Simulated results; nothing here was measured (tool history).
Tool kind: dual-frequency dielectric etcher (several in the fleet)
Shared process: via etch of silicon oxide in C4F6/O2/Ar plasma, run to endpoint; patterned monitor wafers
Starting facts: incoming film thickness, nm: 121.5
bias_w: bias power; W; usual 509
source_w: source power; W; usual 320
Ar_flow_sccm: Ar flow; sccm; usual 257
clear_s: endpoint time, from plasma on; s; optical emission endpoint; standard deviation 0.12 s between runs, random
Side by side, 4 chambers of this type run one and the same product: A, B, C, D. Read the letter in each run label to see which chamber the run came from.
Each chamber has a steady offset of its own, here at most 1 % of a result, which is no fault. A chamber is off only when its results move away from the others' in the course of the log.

Run 1C, hour 7: usual settings. Result: clear_s 28.536 s.
Run 2A, hour 20.2: usual settings. Result: clear_s 28.58 s.
Run 3D, hour 32.1: usual settings. Result: clear_s 28.486 s.
Run 4B, hour 43.2: usual settings. Result: clear_s 28.28 s.
Run 5A, hour 49.8: usual settings. Result: clear_s 28.641 s.
Run 6C, hour 61.3: usual settings. Result: clear_s 28.19 s.
Run 7B, hour 69.8: usual settings but source_w 260 W. Result: clear_s 30.228 s.
Run 8D, hour 77.1: usual settings but source_w 260 W. Result: clear_s 30.477 s.
Run 9B, hour 87: usual settings but source_w 260 W. Result: clear_s 30.43 s.
At hour 93.3: chamber B: wet clean of the chamber.
Run 10D, hour 96: usual settings but source_w 260 W. Result: clear_s 30.442 s.
Run 11C, hour 104.4: usual settings. Result: clear_s 28.48 s.
Run 12A, hour 117.1: usual settings. Result: clear_s 28.685 s.
Run 13A, hour 130.4: usual settings. Result: clear_s 28.392 s.
Run 14B, hour 137.6: usual settings but source_w 270 W, Ar_flow_sccm 226 sccm. Result: clear_s 29.277 s.
Run 15C, hour 143.9: usual settings but source_w 270 W, Ar_flow_sccm 226 sccm. Result: clear_s 29.809 s.
Run 16D, hour 155.8: usual settings but source_w 270 W, Ar_flow_sccm 226 sccm. Result: clear_s 29.335 s.
Run 17D, hour 166.6: usual settings but source_w 270 W, Ar_flow_sccm 226 sccm. Result: clear_s 29.509 s.
Run 18C, hour 176.5: usual settings but Ar_flow_sccm 210 sccm. Result: clear_s 27.628 s.
Run 19A, hour 187.1: usual settings but Ar_flow_sccm 210 sccm. Result: clear_s 27.89 s.
Run 20B, hour 196.3: usual settings but Ar_flow_sccm 210 sccm. Result: clear_s 27.459 s.
Run 21D, hour 208.7: usual settings but Ar_flow_sccm 210 sccm. Result: clear_s 27.049 s.
Run 22B, hour 218.6: usual settings. Result: clear_s 28.115 s.
At hour 223.5: chamber A: wet clean of the chamber.
Run 23C, hour 229.9: usual settings. Result: clear_s 28.336 s.
Run 24A, hour 236.6: usual settings. Result: clear_s 28.689 s.
Run 25D, hour 245.9: usual settings but bias_w 567 W. Result: clear_s 26.595 s.
Run 26C, hour 257.8: usual settings but bias_w 567 W. Result: clear_s 27.175 s.
Run 27A, hour 268.1: usual settings but bias_w 567 W. Result: clear_s 27.428 s.
Run 28B, hour 276.1: usual settings but bias_w 567 W. Result: clear_s 27.058 s.
Run 29C, hour 287.3: usual settings but Ar_flow_sccm 237 sccm. Result: clear_s 28.103 s.
Run 30B, hour 295.8: usual settings but Ar_flow_sccm 237 sccm. Result: clear_s 28.121 s.
Run 31D, hour 306: usual settings but Ar_flow_sccm 237 sccm. Result: clear_s 27.214 s.

All 4 chambers run these settings next. Forecast each chamber's results:
Run 32A, hour 315.9: usual settings but source_w 260 W. Result: clear_s ?.
Run 32B, hour 315.9: usual settings but source_w 260 W. Result: clear_s ?.
Run 32C, hour 315.9: usual settings but source_w 260 W. Result: clear_s ?.
Run 32D, hour 315.9: usual settings but source_w 260 W. Result: clear_s ?.

run  clear_s
32A   30.939
32B   30.391
32C   30.529
32D   29.443
